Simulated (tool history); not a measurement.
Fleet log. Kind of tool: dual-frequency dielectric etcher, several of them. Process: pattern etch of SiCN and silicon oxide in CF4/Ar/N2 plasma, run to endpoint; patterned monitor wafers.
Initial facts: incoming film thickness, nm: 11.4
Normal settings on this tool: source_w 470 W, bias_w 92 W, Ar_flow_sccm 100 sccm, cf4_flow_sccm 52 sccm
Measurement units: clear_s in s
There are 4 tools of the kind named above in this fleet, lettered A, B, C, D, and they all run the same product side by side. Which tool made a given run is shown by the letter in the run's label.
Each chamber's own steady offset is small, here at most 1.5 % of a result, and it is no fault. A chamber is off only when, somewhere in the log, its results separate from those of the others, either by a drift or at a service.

run,hour,source_w,bias_w,Ar_flow_sccm,cf4_flow_sccm,clear_s
# hour 1.4: chamber B: Ar flow controller replaced
1A,10.5,470,92,100,52,12.339
2B,18.4,470,92,100,52,12.330
3D,27.9,470,92,100,52,12.052
4C,37.6,470,92,100,52,12.194
# hour 50.2: chamber B: wet clean of the chamber
5A,51.2,470,92,100,52,12.247
6C,58.7,470,92,100,52,12.347
7D,71.3,470,92,100,52,12.269
8B,81.5,470,92,100,52,12.402
# hour 90.2: chamber B: source power generator calibrated
9B,95.9,470,92,100,52,12.277
10A,110.3,470,92,100,52,12.158
11D,122.8,470,92,100,52,12.216
12C,130.5,470,92,100,52,12.319
13C,138.9,470,92,115,52,12.737
14D,146.2,470,92,115,52,12.614
# hour 150.3: chamber D: wet clean of the chamber
15B,157.7,470,92,115,52,12.510
16A,168.2,470,92,115,52,12.564
17A,180.8,470,92,100,52,12.210
18C,188.6,470,92,100,52,12.486
19D,200.5,470,92,100,52,12.132
20B,207.3,470,92,100,52,12.314
# hour 209.7: chamber A: wet clean of the chamber
21A,221.7,470,75,115,52,13.447
22C,233.2,470,75,115,52,13.866
23D,245.3,470,75,115,52,13.451
24B,253.9,470,75,115,52,13.715
25D,267.6,470,92,100,52,12.302
26B,276.0,470,92,92,65,11.858
27C,282.4,470,92,92,65,12.061
28A,292.8,470,92,92,65,11.712

For the next run the whole fleet of 4 chambers uses the same settings. Give each chamber's results:
29A,303.1,470,106,100,52,?
29B,303.1,470,106,100,52,?
29C,303.1,470,106,100,52,?
29D,303.1,470,106,100,52,?

run,clear_s
29A,11.649
29B,11.740
29C,12.170
29D,11.531
